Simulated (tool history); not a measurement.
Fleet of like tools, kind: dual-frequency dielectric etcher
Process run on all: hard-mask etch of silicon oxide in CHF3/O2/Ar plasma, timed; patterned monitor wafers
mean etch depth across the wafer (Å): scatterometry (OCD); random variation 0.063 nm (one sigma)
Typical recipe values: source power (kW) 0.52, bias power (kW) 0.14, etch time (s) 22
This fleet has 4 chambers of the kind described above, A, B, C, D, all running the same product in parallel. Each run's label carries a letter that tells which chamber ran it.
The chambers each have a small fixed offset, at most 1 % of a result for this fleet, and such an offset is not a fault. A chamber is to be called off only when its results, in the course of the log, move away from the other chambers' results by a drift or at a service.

| run | day | source power (kW) | bias power (kW) | etch time (s) | hours since the last wet clean | hours since the last source power generator calibration | hours since the last bias power generator calibration | read-back reference wafer on the same gauge, depth_nm | mean etch depth across the wafer (Å) |
|---|---|---|---|---|---|---|---|---|---|
| 1C | 0.517 | 0.52 | 0.14 | 22 | 376.8 | 3205.6 | 503.4 | 39.498 | 379.36 |
| 2B | 0.929 | 0.52 | 0.14 | 22 | 325.6 | 1441.8 | 843.5 | 39.505 | 382.3 |
| 3D | 1.308 | 0.52 | 0.14 | 22 | 160.4 | 628.7 | 1904 | 39.536 | 377.78 |
| 4A | 1.762 | 0.52 | 0.14 | 22 | 432.6 | 63.2 | 83 | 39.544 | 377.7 |
| 5D | 2.308 | 0.52 | 0.14 | 22 | 184.4 | 652.7 | 1928 | 39.547 | 379.54 |
|  | 2.683 | chamber A: wet clean of the chamber |
| 6A | 2.725 | 0.52 | 0.14 | 22 | 1 | 86.3 | 106.1 | 39.564 | 377.85 |
| 7B | 3.079 | 0.52 | 0.14 | 24 | 377.2 | 1493.4 | 895.1 | 39.574 | 417.63 |
| 8C | 3.362 | 0.52 | 0.14 | 24 | 445.1 | 3273.9 | 571.7 | 39.563 | 413.77 |
| 9D | 3.908 | 0.52 | 0.14 | 24 | 222.8 | 691.1 | 1966.4 | 39.566 | 412.62 |
| 10C | 4.2 | 0.52 | 0.14 | 24 | 465.2 | 3294 | 591.8 | 39.602 | 414.36 |
| 11B | 4.712 | 0.52 | 0.14 | 22 | 416.4 | 1532.6 | 934.3 | 39.598 | 383.42 |
| 12A | 5.146 | 0.52 | 0.14 | 22 | 59.1 | 144.4 | 164.2 | 39.62 | 378.65 |
| 13B | 5.546 | 0.52 | 0.14 | 22 | 436.4 | 1552.6 | 954.3 | 39.612 | 382.37 |
| 14A | 5.95 | 0.58 | 0.14 | 22 | 78.4 | 163.7 | 183.5 | 39.623 | 396.06 |
|  | 6.433 | chamber C: wet clean of the chamber |
| 15C | 6.492 | 0.58 | 0.14 | 22 | 1.5 | 3349 | 646.8 | 39.628 | 395.39 |
| 16D | 7.004 | 0.58 | 0.14 | 22 | 297.1 | 765.4 | 2040.7 | 39.658 | 395.91 |
| 17C | 7.417 | 0.58 | 0.14 | 22 | 23.7 | 3371.2 | 669 | 39.663 | 396.96 |
| 18D | 7.721 | 0.52 | 0.14 | 22 | 314.3 | 782.6 | 2057.9 | 39.676 | 379.4 |
| 19B | 8.304 | 0.52 | 0.14 | 22 | 502.6 | 1618.8 | 1020.5 | 39.669 | 383.96 |
| 20A | 8.821 | 0.52 | 0.14 | 22 | 147.3 | 232.6 | 252.4 | 39.69 | 378.91 |
| 21C | 9.108 | 0.52 | 0.109 | 20 | 64.3 | 3411.8 | 709.6 | 39.692 | 318.73 |
| 22B | 9.512 | 0.52 | 0.109 | 20 | 531.6 | 1647.8 | 1049.5 | 39.702 | 323.87 |
| 23D | 9.883 | 0.52 | 0.109 | 20 | 366.2 | 834.5 | 2109.8 | 39.714 | 320.66 |
|  | 10.025 | chamber B: wet clean of the chamber |
| 24A | 10.275 | 0.52 | 0.109 | 20 | 182.2 | 267.5 | 287.3 | 39.721 | 319.44 |
| 25D | 10.804 | 0.52 | 0.14 | 22 | 388.3 | 856.6 | 2131.9 | 39.748 | 381.33 |
| 26A | 11.133 | 0.52 | 0.14 | 22 | 202.8 | 288.1 | 307.9 | 39.732 | 380.12 |
| 27B | 11.633 | 0.52 | 0.14 | 22 | 38.7 | 1698.7 | 1100.4 | 39.759 | 385.48 |
|  | 11.846 | chamber C: source power generator calibrated |
| 28C | 12.246 | 0.52 | 0.14 | 22 | 139.6 | 9.6 | 784.9 | 39.759 | 381.03 |

What goes on in this fleet: one chamber off, a drifting gauge, or nothing beyond the chambers' own small offsets? Name the chamber and the cause, if any.

None of the chambers is off. What moves is the gauge, dragging all their readings along together.
What lies behind it: gauge reads high (%) = 0.689.

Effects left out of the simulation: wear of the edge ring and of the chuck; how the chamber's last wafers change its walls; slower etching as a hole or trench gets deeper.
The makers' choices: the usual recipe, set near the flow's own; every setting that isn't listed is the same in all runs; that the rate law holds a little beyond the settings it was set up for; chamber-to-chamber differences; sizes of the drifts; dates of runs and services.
